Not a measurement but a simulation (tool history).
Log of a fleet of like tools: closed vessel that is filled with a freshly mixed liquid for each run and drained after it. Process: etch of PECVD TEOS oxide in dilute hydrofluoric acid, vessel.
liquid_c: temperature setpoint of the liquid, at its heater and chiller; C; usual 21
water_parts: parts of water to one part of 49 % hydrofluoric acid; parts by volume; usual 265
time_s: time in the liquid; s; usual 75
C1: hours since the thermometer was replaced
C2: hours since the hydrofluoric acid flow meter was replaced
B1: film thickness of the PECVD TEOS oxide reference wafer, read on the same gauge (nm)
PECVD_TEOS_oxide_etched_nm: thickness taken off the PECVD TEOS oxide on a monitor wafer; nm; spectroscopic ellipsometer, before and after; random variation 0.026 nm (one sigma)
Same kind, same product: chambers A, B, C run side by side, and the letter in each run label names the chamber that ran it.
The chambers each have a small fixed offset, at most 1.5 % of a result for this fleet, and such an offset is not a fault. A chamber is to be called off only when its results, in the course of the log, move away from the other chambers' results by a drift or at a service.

run 1C hour=8.2 | liquid_c=21 water_parts=265 time_s=75 | C1=883.3 C2=749.4 | B1=70.004 | PECVD_TEOS_oxide_etched_nm=4.9238
run 2A hour=22.8 | liquid_c=21 water_parts=265 time_s=75 | C1=704.6 C2=716.8 | B1=70.005 | PECVD_TEOS_oxide_etched_nm=4.9532
run 3B hour=34.9 | liquid_c=21 water_parts=265 time_s=75 | C1=1271 C2=366.7 | B1=70.004 | PECVD_TEOS_oxide_etched_nm=4.8615
run 4A hour=42.9 | liquid_c=21 water_parts=265 time_s=75 | C1=724.7 C2=736.9 | B1=70.005 | PECVD_TEOS_oxide_etched_nm=4.9247
run 5B hour=52.7 | liquid_c=21 water_parts=265 time_s=115 | C1=1288.8 C2=384.5 | B1=69.998 | PECVD_TEOS_oxide_etched_nm=7.4906
run 6C hour=61.8 | liquid_c=21 water_parts=265 time_s=115 | C1=936.9 C2=803 | B1=70.003 | PECVD_TEOS_oxide_etched_nm=7.5053
-- hour=70.7 chamber C: hydrofluoric acid flow meter replaced
run 7A hour=77.7 | liquid_c=21 water_parts=265 time_s=115 | C1=759.5 C2=771.7 | B1=70.005 | PECVD_TEOS_oxide_etched_nm=7.5863
run 8C hour=87.3 | liquid_c=21 water_parts=265 time_s=75 | C1=962.4 C2=16.6 | B1=69.996 | PECVD_TEOS_oxide_etched_nm=4.943
run 9B hour=98.8 | liquid_c=21 water_parts=265 time_s=75 | C1=1334.9 C2=430.6 | B1=70.018 | PECVD_TEOS_oxide_etched_nm=4.8476
run 10A hour=107.7 | liquid_c=21 water_parts=265 time_s=75 | C1=789.5 C2=801.7 | B1=69.994 | PECVD_TEOS_oxide_etched_nm=4.9395
run 11B hour=121.4 | liquid_c=21 water_parts=265 time_s=75 | C1=1357.5 C2=453.2 | B1=69.986 | PECVD_TEOS_oxide_etched_nm=4.8905
run 12C hour=129.2 | liquid_c=26 water_parts=265 time_s=60 | C1=1004.3 C2=58.5 | B1=69.998 | PECVD_TEOS_oxide_etched_nm=4.6646
run 13C hour=143.9 | liquid_c=26 water_parts=265 time_s=60 | C1=1019 C2=73.2 | B1=70.017 | PECVD_TEOS_oxide_etched_nm=4.6918
run 14B hour=158.2 | liquid_c=26 water_parts=265 time_s=60 | C1=1394.3 C2=490 | B1=69.976 | PECVD_TEOS_oxide_etched_nm=4.6491
run 15A hour=167.6 | liquid_c=21 water_parts=265 time_s=105 | C1=849.4 C2=861.6 | B1=69.98 | PECVD_TEOS_oxide_etched_nm=6.7614
run 16A hour=174.8 | liquid_c=21 water_parts=265 time_s=105 | C1=856.6 C2=868.8 | B1=69.988 | PECVD_TEOS_oxide_etched_nm=6.7553
run 17C hour=182.6 | liquid_c=21 water_parts=265 time_s=105 | C1=1057.7 C2=111.9 | B1=69.987 | PECVD_TEOS_oxide_etched_nm=6.9112
run 18B hour=193.5 | liquid_c=21 water_parts=265 time_s=75 | C1=1429.6 C2=525.3 | B1=70.002 | PECVD_TEOS_oxide_etched_nm=4.8709
run 19B hour=209.3 | liquid_c=21 water_parts=265 time_s=100 | C1=1445.4 C2=541.1 | B1=70.007 | PECVD_TEOS_oxide_etched_nm=6.4618
run 20A hour=217.4 | liquid_c=21 water_parts=265 time_s=100 | C1=899.2 C2=911.4 | B1=70.003 | PECVD_TEOS_oxide_etched_nm=6.3906
run 21C hour=229.8 | liquid_c=21 water_parts=265 time_s=100 | C1=1104.9 C2=159.1 | B1=70.005 | PECVD_TEOS_oxide_etched_nm=6.6164
run 22A hour=241.3 | liquid_c=21 water_parts=265 time_s=75 | C1=923.1 C2=935.3 | B1=70.002 | PECVD_TEOS_oxide_etched_nm=4.712
run 23C hour=250.5 | liquid_c=21 water_parts=265 time_s=75 | C1=1125.6 C2=179.8 | B1=70.011 | PECVD_TEOS_oxide_etched_nm=4.9309
run 24B hour=258.9 | liquid_c=21 water_parts=265 time_s=75 | C1=1495 C2=590.7 | B1=69.991 | PECVD_TEOS_oxide_etched_nm=4.8548
run 25C hour=266.3 | liquid_c=21 water_parts=265 time_s=75 | C1=1141.4 C2=195.6 | B1=70.01 | PECVD_TEOS_oxide_etched_nm=4.931
run 26B hour=275.4 | liquid_c=21 water_parts=265 time_s=75 | C1=1511.5 C2=607.2 | B1=69.991 | PECVD_TEOS_oxide_etched_nm=4.8458
-- hour=286.7 chamber A: thermometer replaced
run 27A hour=288.7 | liquid_c=21 water_parts=265 time_s=75 | C1=2.1 C2=982.7 | B1=70.008 | PECVD_TEOS_oxide_etched_nm=4.7083
run 28C hour=303.1 | liquid_c=21 water_parts=265 time_s=75 | C1=1178.2 C2=232.4 | B1=70.007 | PECVD_TEOS_oxide_etched_nm=4.9228
run 29A hour=312 | liquid_c=21 water_parts=265 time_s=75 | C1=25.4 C2=1006 | B1=70.021 | PECVD_TEOS_oxide_etched_nm=4.6785
run 30B hour=320 | liquid_c=18 water_parts=165 time_s=75 | C1=1556.1 C2=651.8 | B1=70.014 | PECVD_TEOS_oxide_etched_nm=7.5695
run 31A hour=332 | liquid_c=18 water_parts=165 time_s=75 | C1=45.4 C2=1026 | B1=69.981 | PECVD_TEOS_oxide_etched_nm=7.5041
run 32C hour=341.3 | liquid_c=18 water_parts=165 time_s=75 | C1=1216.4 C2=270.6 | B1=70.01 | PECVD_TEOS_oxide_etched_nm=7.7056
run 33B hour=352.2 | liquid_c=21 water_parts=265 time_s=75 | C1=1588.3 C2=684 | B1=70.003 | PECVD_TEOS_oxide_etched_nm=4.8321

Has any chamber moved away from the others, gradually or after a service, or does the common gauge drift, or do the chambers differ only by their own small steady offsets? State the chamber and the most likely cause if one applies.

It is chamber A that slowly wanders off from its peers.
Cause: hydrofluoric acid flow below the setpoint (%) = 5.77.

Which of the 4 candidates below, each the usual settings with something changed and its results left as question marks, puts chamber A back in line with what the other chambers give on the usual settings?
In line here means within this much of the mean the other chambers give on the usual settings: PECVD_TEOS_oxide_etched_nm 0.091 nm
run 34A-1 hour=363.7 | liquid_c=21 water_parts=265 time_s=70 | PECVD_TEOS_oxide_etched_nm=?
run 34A-2 hour=363.7 | liquid_c=21 water_parts=265 time_s=80 | PECVD_TEOS_oxide_etched_nm=?
run 34A-3 hour=363.7 | liquid_c=21 water_parts=260 time_s=75 | PECVD_TEOS_oxide_etched_nm=?
run 34A-4 hour=363.7 | liquid_c=21 water_parts=270 time_s=75 | PECVD_TEOS_oxide_etched_nm=?

The other chambers' mean on the usual settings: PECVD_TEOS_oxide_etched_nm 4.8844 nm
run=34A-1 PECVD_TEOS_oxide_etched_nm=4.271
run=34A-2 PECVD_TEOS_oxide_etched_nm=4.8811
run=34A-3 PECVD_TEOS_oxide_etched_nm=4.6889
run=34A-4 PECVD_TEOS_oxide_etched_nm=4.4678
34A-2 is the one that brings the chamber's results back in line with the other chambers.
